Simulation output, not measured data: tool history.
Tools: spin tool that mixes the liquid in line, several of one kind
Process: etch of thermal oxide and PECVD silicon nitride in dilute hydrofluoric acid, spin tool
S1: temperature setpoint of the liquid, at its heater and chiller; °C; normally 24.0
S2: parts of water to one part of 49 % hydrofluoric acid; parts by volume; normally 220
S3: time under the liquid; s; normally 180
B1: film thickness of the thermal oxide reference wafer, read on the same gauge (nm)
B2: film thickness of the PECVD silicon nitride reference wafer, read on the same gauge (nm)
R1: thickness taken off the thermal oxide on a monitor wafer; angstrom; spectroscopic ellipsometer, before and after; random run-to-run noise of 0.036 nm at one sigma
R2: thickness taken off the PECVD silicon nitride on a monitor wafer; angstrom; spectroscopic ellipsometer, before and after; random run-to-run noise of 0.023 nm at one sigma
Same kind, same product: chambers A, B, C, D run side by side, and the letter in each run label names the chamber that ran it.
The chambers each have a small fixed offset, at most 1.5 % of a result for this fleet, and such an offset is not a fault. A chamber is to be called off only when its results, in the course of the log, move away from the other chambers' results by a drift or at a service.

run   hour    S1   S2   S3      B1      B2      R1       R2
 1B   11.8  24.0  220  180  80.028  129.99  33.366  18.7660
 2C   22.7  24.0  220  180  79.995  130.00  32.902  17.8440
      30.2  -- chamber D: hydrofluoric acid flow meter replaced
 3D   35.1  24.0  220  180  80.020  130.00  32.697  17.4390
 4A   46.5  24.0  220  180  80.009  130.00  33.394  18.0110
 5B   57.6  24.0  220  180  80.011  129.99  33.989  18.0900
 6C   65.3  24.0  220  110  79.976  130.00  20.173  10.6960
 7A   72.0  24.0  220  110  79.958  130.02  20.325  11.1160
 8D   80.4  24.0  220  110  79.955  129.98  20.259  10.9430
      83.0  -- chamber C: thermometer replaced
 9A   93.2  24.0  220  110  80.008  130.01  20.369  11.1930
10B  107.5  24.0  220  180  80.001  129.99  33.348  18.4040
11D  121.9  24.0  220  180  80.058  130.00  32.814  17.6640
12C  135.6  24.0  220  180  80.028  130.01  33.124  18.3250
13A  145.3  24.0  220  180  80.000  129.99  33.810  18.0690
14B  156.6  24.0  220  180  80.019  130.00  33.903  18.0060
15D  165.4  24.0  220  135  80.001  129.99  24.509  13.4330
16C  175.4  24.0  220  135  79.954  130.01  25.207  13.6570
     180.0  -- chamber B: thermometer replaced
17D  188.7  24.0  220  135  80.023  129.98  24.332  13.3570
18A  201.5  24.0  220  135  80.007  129.99  25.407  13.7000
19C  215.3  24.0  220   85  79.944  130.02  15.657   8.3753
20B  222.1  24.0  220   85  79.976  130.01  15.788   8.4546
21C  231.3  24.0  220   85  79.974  130.02  15.926   8.4759
22D  238.3  24.0  220   85  80.033  130.01  15.440   8.6035
23A  251.4  24.0  220  180  79.982  130.01  34.128  18.5440
24B  262.1  24.0  220  130  79.998  130.00  23.866  13.1040
25D  272.6  24.0  220  130  79.980  130.01  23.818  13.1180
26C  283.8  24.0  220  130  79.992  130.00  24.118  12.8760
     288.6  -- chamber D: thermometer replaced
27B  290.5  24.0  220  130  80.002  130.00  23.806  13.4520
28A  303.1  24.0  220  180  79.982  130.00  35.061  19.3080
29C  311.2  28.0  220  180  79.992  129.97  38.243  22.4570
30A  325.9  28.0  220  180  80.003  130.01  41.787  24.1100
31D  334.0  28.0  220  180  80.030  130.00  38.177  23.1000
32B  345.8  28.0  220  180  79.985  129.99  38.182  23.1040
33D  353.7  24.0  220  180  80.031  130.00  32.414  18.2880
34B  362.9  26.5  310  180  80.014  129.98  23.082  15.0140
35A  371.0  26.5  310  180  80.026  129.99  25.586  15.8070
36C  378.0  26.5  310  180  79.965  129.99  23.593  14.8960
37D  392.3  26.5  310  180  79.996  130.00  23.310  14.8140
38A  398.9  24.0  220  180  80.002  129.98  36.599  19.3150
39C  410.1  29.0  220  230  80.007  130.02  50.573  31.1720
40B  421.0  29.0  220  230  79.999  130.00  51.216  31.2510
41C  428.4  29.0  220  230  80.051  129.99  50.008  31.7010
42B  438.1  29.0  220  230  79.937  129.99  51.812  32.1070
43A  445.0  24.0  220  180  80.002  130.02  37.138  19.7300

Read the log: is a single chamber off, either drifting away or since a service, is the gauge that measures every chamber drifting, or is nothing wrong beyond small per-chamber offsets? Name any odd chamber and what most likely caused it.

Little by little, chamber A moves away from the other chambers.
Most likely cause: hydrofluoric acid flow above the setpoint (%) = 9.54.

Here are 4 candidates for chamber A's next run, each the usual settings with a change, their results left as question marks. Which one brings its results back in line with what the others give on the usual settings?
In line means no further than this from the other chambers' mean on the usual settings: R1 1.200 angstrom; R2 0.7900 angstrom
44A-1  455.5  24.5  250  170           ?   ?
44A-2  455.5  24.5  235  170           ?   ?
44A-3  455.5  23.0  190  190           ?   ?
44A-4  455.5  23.5  205  190           ?   ?

Average result of the remaining chambers running the usual settings: R1 33.288 angstrom; R2 18.0910 angstrom
  run      R1       R2
44A-1  30.842  16.9060
44A-2  33.326  17.9920
44A-3  45.770  22.6740
44A-4  42.513  21.6810
44A-2 brings the chamber back in line.

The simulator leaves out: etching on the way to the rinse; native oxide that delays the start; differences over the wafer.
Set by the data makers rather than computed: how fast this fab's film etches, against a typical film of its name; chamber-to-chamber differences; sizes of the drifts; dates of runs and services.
